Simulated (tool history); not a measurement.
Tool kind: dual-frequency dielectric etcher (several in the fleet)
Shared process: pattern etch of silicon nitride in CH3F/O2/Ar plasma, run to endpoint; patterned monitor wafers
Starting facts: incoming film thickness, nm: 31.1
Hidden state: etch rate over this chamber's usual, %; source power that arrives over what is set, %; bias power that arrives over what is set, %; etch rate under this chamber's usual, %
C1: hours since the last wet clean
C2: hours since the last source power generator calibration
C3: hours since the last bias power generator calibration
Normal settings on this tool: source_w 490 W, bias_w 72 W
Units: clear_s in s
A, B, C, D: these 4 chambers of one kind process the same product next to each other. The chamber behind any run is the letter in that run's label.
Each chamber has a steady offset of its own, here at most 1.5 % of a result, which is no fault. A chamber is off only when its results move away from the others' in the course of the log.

run 1D day=0.312 | source_w=490 bias_w=72 | C1=82 C2=2564.3 C3=1356.8 | clear_s=41.47
run 2B day=0.596 | source_w=490 bias_w=72 | C1=136.4 C2=2729.2 C3=338.9 | clear_s=41.737
run 3C day=1.025 | source_w=490 bias_w=72 | C1=174.8 C2=1282.9 C3=2388.1 | clear_s=41.638
run 4A day=1.229 | source_w=490 bias_w=72 | C1=324.3 C2=2445.8 C3=3667.6 | clear_s=41.188
run 5C day=1.529 | source_w=490 bias_w=72 | C1=186.9 C2=1295 C3=2400.2 | clear_s=41.355
run 6A day=1.912 | source_w=490 bias_w=72 | C1=340.7 C2=2462.2 C3=3684 | clear_s=41.341
run 7B day=2.271 | source_w=390 bias_w=72 | C1=176.6 C2=2769.4 C3=379.1 | clear_s=45.494
run 8D day=2.567 | source_w=390 bias_w=72 | C1=136.1 C2=2618.4 C3=1410.9 | clear_s=45.389
run 9C day=3.012 | source_w=390 bias_w=72 | C1=222.5 C2=1330.6 C3=2435.8 | clear_s=45.324
run 10D day=3.446 | source_w=390 bias_w=72 | C1=157.2 C2=2639.5 C3=1432 | clear_s=45.288
run 11B day=3.892 | source_w=490 bias_w=72 | C1=215.5 C2=2808.3 C3=418 | clear_s=41.662
run 12A day=4.142 | source_w=490 bias_w=72 | C1=394.2 C2=2515.7 C3=3737.5 | clear_s=40.92
run 13D day=4.483 | source_w=490 bias_w=72 | C1=182.1 C2=2664.4 C3=1456.9 | clear_s=41.705
-- day=4.508 chamber A: wet clean of the chamber
run 14C day=4.708 | source_w=490 bias_w=72 | C1=263.2 C2=1371.3 C3=2476.5 | clear_s=41.326
-- day=5.054 chamber A: bias power generator calibrated
run 15A day=5.125 | source_w=490 bias_w=72 | C1=14.9 C2=2539.3 C3=1.8 | clear_s=41.201
run 16B day=5.429 | source_w=490 bias_w=72 | C1=252.4 C2=2845.2 C3=454.9 | clear_s=41.461
run 17A day=5.688 | source_w=490 bias_w=72 | C1=28.4 C2=2552.8 C3=15.3 | clear_s=41.291
run 18D day=6.092 | source_w=490 bias_w=72 | C1=220.7 C2=2703 C3=1495.5 | clear_s=41.739
run 19C day=6.533 | source_w=490 bias_w=72 | C1=307 C2=1415.1 C3=2520.3 | clear_s=41.589
run 20B day=6.858 | source_w=490 bias_w=72 | C1=286.7 C2=2879.5 C3=489.2 | clear_s=41.481
run 21B day=7.079 | source_w=490 bias_w=72 | C1=292 C2=2884.8 C3=494.5 | clear_s=41.449
run 22C day=7.488 | source_w=490 bias_w=72 | C1=329.9 C2=1438 C3=2543.2 | clear_s=41.481
run 23A day=7.683 | source_w=490 bias_w=72 | C1=76.3 C2=2600.7 C3=63.2 | clear_s=41.002
run 24D day=7.917 | source_w=490 bias_w=72 | C1=264.5 C2=2746.8 C3=1539.3 | clear_s=41.796
run 25D day=8.158 | source_w=490 bias_w=72 | C1=270.3 C2=2752.6 C3=1545.1 | clear_s=41.65
run 26C day=8.462 | source_w=490 bias_w=72 | C1=353.3 C2=1461.4 C3=2566.6 | clear_s=41.43
run 27B day=8.746 | source_w=490 bias_w=72 | C1=332 C2=2924.8 C3=534.5 | clear_s=41.397
run 28A day=9 | source_w=560 bias_w=63 | C1=107.9 C2=2632.3 C3=94.8 | clear_s=40.804
run 29A day=9.288 | source_w=560 bias_w=63 | C1=114.8 C2=2639.2 C3=101.7 | clear_s=40.737
run 30D day=9.575 | source_w=560 bias_w=63 | C1=304.3 C2=2786.6 C3=1579.1 | clear_s=41.287
run 31B day=9.967 | source_w=560 bias_w=63 | C1=361.3 C2=2954.1 C3=563.8 | clear_s=41.213
run 32C day=10.246 | source_w=490 bias_w=72 | C1=396.1 C2=1504.2 C3=2609.4 | clear_s=41.479
run 33C day=10.446 | source_w=490 bias_w=72 | C1=400.9 C2=1509 C3=2614.2 | clear_s=41.314
run 34B day=10.804 | source_w=490 bias_w=72 | C1=381.4 C2=2974.2 C3=583.9 | clear_s=41.667
run 35D day=11.067 | source_w=550 bias_w=87 | C1=340.1 C2=2822.4 C3=1614.9 | clear_s=37.31
run 36A day=11.371 | source_w=550 bias_w=87 | C1=164.8 C2=2689.2 C3=151.7 | clear_s=37.036
run 37D day=11.571 | source_w=550 bias_w=87 | C1=352.2 C2=2834.5 C3=1627 | clear_s=37.474
run 38C day=11.862 | source_w=550 bias_w=87 | C1=434.9 C2=1543 C3=2648.2 | clear_s=37.191
run 39B day=12.271 | source_w=490 bias_w=72 | C1=416.6 C2=3009.4 C3=619.1 | clear_s=41.392
run 40A day=12.629 | source_w=400 bias_w=72 | C1=195 C2=2719.4 C3=181.9 | clear_s=44.559

Is one chamber out of step, is the gauge drifting, or do the chambers differ by no more than their own small offsets? For an off chamber, give its letter and the likeliest cause.

No chamber is off and the gauge is stable; the differences are just each chamber's small, constant offset.

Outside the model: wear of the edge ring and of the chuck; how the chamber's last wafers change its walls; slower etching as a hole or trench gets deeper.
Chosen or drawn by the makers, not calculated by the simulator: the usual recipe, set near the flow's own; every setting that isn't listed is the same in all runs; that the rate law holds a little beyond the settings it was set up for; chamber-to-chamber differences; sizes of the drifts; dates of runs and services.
